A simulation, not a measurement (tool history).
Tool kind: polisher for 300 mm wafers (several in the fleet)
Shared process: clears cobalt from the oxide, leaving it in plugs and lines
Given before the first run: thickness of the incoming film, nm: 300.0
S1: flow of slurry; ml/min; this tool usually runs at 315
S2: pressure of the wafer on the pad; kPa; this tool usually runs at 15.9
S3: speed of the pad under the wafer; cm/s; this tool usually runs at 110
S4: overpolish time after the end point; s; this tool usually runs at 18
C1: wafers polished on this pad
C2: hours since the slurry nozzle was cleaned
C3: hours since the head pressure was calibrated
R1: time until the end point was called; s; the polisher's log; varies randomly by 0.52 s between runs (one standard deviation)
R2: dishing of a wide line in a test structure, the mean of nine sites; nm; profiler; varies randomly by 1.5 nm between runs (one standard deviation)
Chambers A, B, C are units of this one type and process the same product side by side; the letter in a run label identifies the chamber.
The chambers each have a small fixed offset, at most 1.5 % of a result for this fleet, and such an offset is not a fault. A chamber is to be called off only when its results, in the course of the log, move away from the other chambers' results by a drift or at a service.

run,day,S1,S2,S3,S4,C1,C2,C3,R1,R2
1B,0.529,315,15.9,110,18,1266,597.6,306.0,43.291,58.586
# day 0.733: chamber A: worn pad replaced by a new one
2A,0.942,315,15.9,110,18,41,174.5,542.4,42.900,57.972
# day 0.992: chamber B: worn pad replaced by a new one
3C,1.362,315,15.9,110,18,450,332.7,232.4,43.353,61.792
# day 1.821: chamber C: worn pad replaced by a new one
4C,1.929,315,15.9,110,18,21,346.3,246.0,41.931,61.087
# day 2.412: chamber C: slurry nozzle cleaned
5B,2.479,315,15.9,110,18,293,644.4,352.8,42.888,60.042
6A,2.958,315,15.9,110,18,439,222.9,590.8,43.285,59.785
7B,3.542,270,13.1,110,18,503,669.9,378.3,52.599,56.466
# day 4.133: chamber A: worn pad replaced by a new one
8C,4.158,270,13.1,110,18,461,41.9,299.5,52.497,56.132
9A,4.542,270,13.1,110,18,81,260.9,628.8,52.773,54.880
# day 5.104: chamber C: worn pad replaced by a new one
10B,5.200,270,15.9,110,8,830,709.7,418.1,43.787,38.414
11A,5.558,270,15.9,110,8,281,285.3,653.2,43.922,37.418
12C,5.892,270,15.9,110,8,156,83.5,341.1,43.356,38.919
13C,6.225,315,15.9,110,18,221,91.5,349.1,42.834,61.695
14A,6.617,315,15.9,110,18,490,310.7,678.6,43.716,60.982
# day 6.867: chamber A: worn pad replaced by a new one
# day 7.083: chamber A: slurry nozzle cleaned
15B,7.088,315,15.9,110,18,1202,755.0,463.4,43.383,60.972
16A,7.600,315,15.9,110,18,144,12.5,702.2,43.804,58.958
# day 7.900: chamber C: worn pad replaced by a new one
17C,7.979,315,15.9,110,18,16,133.6,391.2,41.569,64.252
# day 8.267: chamber B: worn pad replaced by a new one
18B,8.400,315,15.9,110,18,26,786.5,494.9,43.207,61.854
19A,8.942,315,15.9,110,18,409,44.7,734.4,44.238,59.451
# day 9.554: chamber A: worn pad replaced by a new one
20B,9.579,315,15.9,110,18,259,814.8,523.2,42.891,61.064
21C,9.925,315,15.9,110,18,400,180.3,437.9,42.070,58.145
22B,10.442,315,11.0,94,18,429,835.5,543.9,73.044,46.031
# day 10.571: chamber C: worn pad replaced by a new one
23A,11.088,315,11.0,94,18,303,96.2,785.9,73.367,47.263
24C,11.488,315,11.0,94,18,181,217.8,475.4,72.237,48.368
25A,11.917,315,17.9,110,18,466,116.1,805.8,41.457,62.761
26B,12.458,315,17.9,110,18,827,883.9,592.3,38.493,64.767
# day 12.796: chamber A: worn pad replaced by a new one
27C,13.138,315,17.9,110,18,506,257.4,515.0,38.341,64.177
28A,13.529,315,15.9,110,18,144,154.8,844.5,45.637,56.528
# day 13.762: chamber C: worn pad replaced by a new one
29B,14.138,315,15.9,110,18,1158,924.2,632.6,42.511,63.466
30C,14.658,315,15.9,140,18,177,293.9,551.5,33.545,65.023
31C,15.038,315,15.9,140,18,252,303.0,560.6,33.797,66.819

Decide between three cases: one chamber stands off from its peers, the gauge reading all wafers drifts, or nothing is wrong past each chamber's small offset. Where a chamber is off, say which and what most likely put it there.

Little by little, chamber A moves away from the other chambers.
What lies behind it: head's pressure below its setpoint, % = 9.34.

Chamber A could run next with any of the 4 candidate recipes listed below; each alters the usual settings, and their results appear as question marks. Which one brings its results back in line with what the other chambers deliver on the usual settings?
Counts as in line when no further than this from what the other chambers average on the usual settings: R1 1.800 s; R2 5.100 nm
32A-1,15.529,315,15.9,112,18,,,,?,?
32A-2,15.529,315,16.5,116,18,,,,?,?
32A-3,15.529,315,15.2,104,18,,,,?,?
32A-4,15.529,315,15.9,108,18,,,,?,?

Average result of the remaining chambers running the usual settings: R1 42.698 s; R2 60.909 nm
run,R1,R2
32A-1,46.395,59.268
32A-2,42.931,61.129
32A-3,52.237,56.266
32A-4,48.118,58.363
It is 32A-2 that realigns the chamber with its peers.

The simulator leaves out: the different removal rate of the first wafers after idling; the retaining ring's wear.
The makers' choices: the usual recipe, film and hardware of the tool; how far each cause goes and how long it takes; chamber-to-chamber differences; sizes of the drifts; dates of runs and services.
